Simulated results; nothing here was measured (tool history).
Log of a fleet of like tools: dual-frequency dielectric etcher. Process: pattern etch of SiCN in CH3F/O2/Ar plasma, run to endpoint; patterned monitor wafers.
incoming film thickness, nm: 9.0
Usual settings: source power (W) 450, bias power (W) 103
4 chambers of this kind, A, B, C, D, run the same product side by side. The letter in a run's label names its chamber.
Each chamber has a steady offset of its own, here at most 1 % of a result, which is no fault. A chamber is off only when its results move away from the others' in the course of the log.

run,hour,source power (W),bias power (W),endpoint time (s)
1A,10.9,450,103,20.229
2D,22.0,450,103,20.309
3B,30.8,450,103,20.114
# hour 31.6: chamber A: wet clean of the chamber
4C,44.9,450,103,20.199
5B,52.8,450,121,19.005
6A,64.9,450,121,18.963
7C,76.3,450,121,18.928
8D,85.6,450,121,19.121
9B,92.7,450,103,20.286
10A,106.6,450,103,20.145
11D,118.2,450,103,20.215
12C,125.2,450,103,20.096
13A,137.3,450,120,18.902
14C,145.4,450,120,19.074
15B,157.3,450,120,19.107
16D,168.8,450,120,19.159
17C,182.2,450,103,20.218
18A,196.0,450,103,20.250
19B,204.6,400,103,21.076
20D,219.8,400,103,21.145
21C,234.6,400,103,21.297
22A,246.2,400,103,21.079
23B,256.9,450,103,20.199
24D,265.7,450,103,20.276
25B,274.4,450,103,20.294
# hour 281.3: chamber D: wet clean of the chamber
26A,286.3,450,103,20.085
27C,301.6,450,103,20.652
28D,315.2,450,103,20.241
29C,322.9,450,103,20.599
30D,334.1,450,103,20.365
31A,348.4,450,103,20.302
32B,362.0,450,103,20.059
33C,377.0,450,128,19.086
34A,386.7,450,128,18.377
35D,397.0,450,128,18.636
36B,411.3,450,128,18.603
37C,421.7,550,103,19.358
38B,435.6,550,103,18.683
39D,444.4,550,103,18.857
40A,453.4,550,103,18.687
41A,466.0,450,103,20.168
42D,473.2,450,103,20.107
43C,484.0,450,103,21.112
# hour 484.5: chamber B: wet clean of the chamber
44B,493.1,450,103,20.116

All 4 chambers run these settings next. Forecast each chamber's results:
45A,504.6,410,103,?
45B,504.6,410,103,?
45C,504.6,410,103,?
45D,504.6,410,103,?

run,endpoint time (s)
45A,20.882
45B,20.830
45C,21.967
45D,21.007

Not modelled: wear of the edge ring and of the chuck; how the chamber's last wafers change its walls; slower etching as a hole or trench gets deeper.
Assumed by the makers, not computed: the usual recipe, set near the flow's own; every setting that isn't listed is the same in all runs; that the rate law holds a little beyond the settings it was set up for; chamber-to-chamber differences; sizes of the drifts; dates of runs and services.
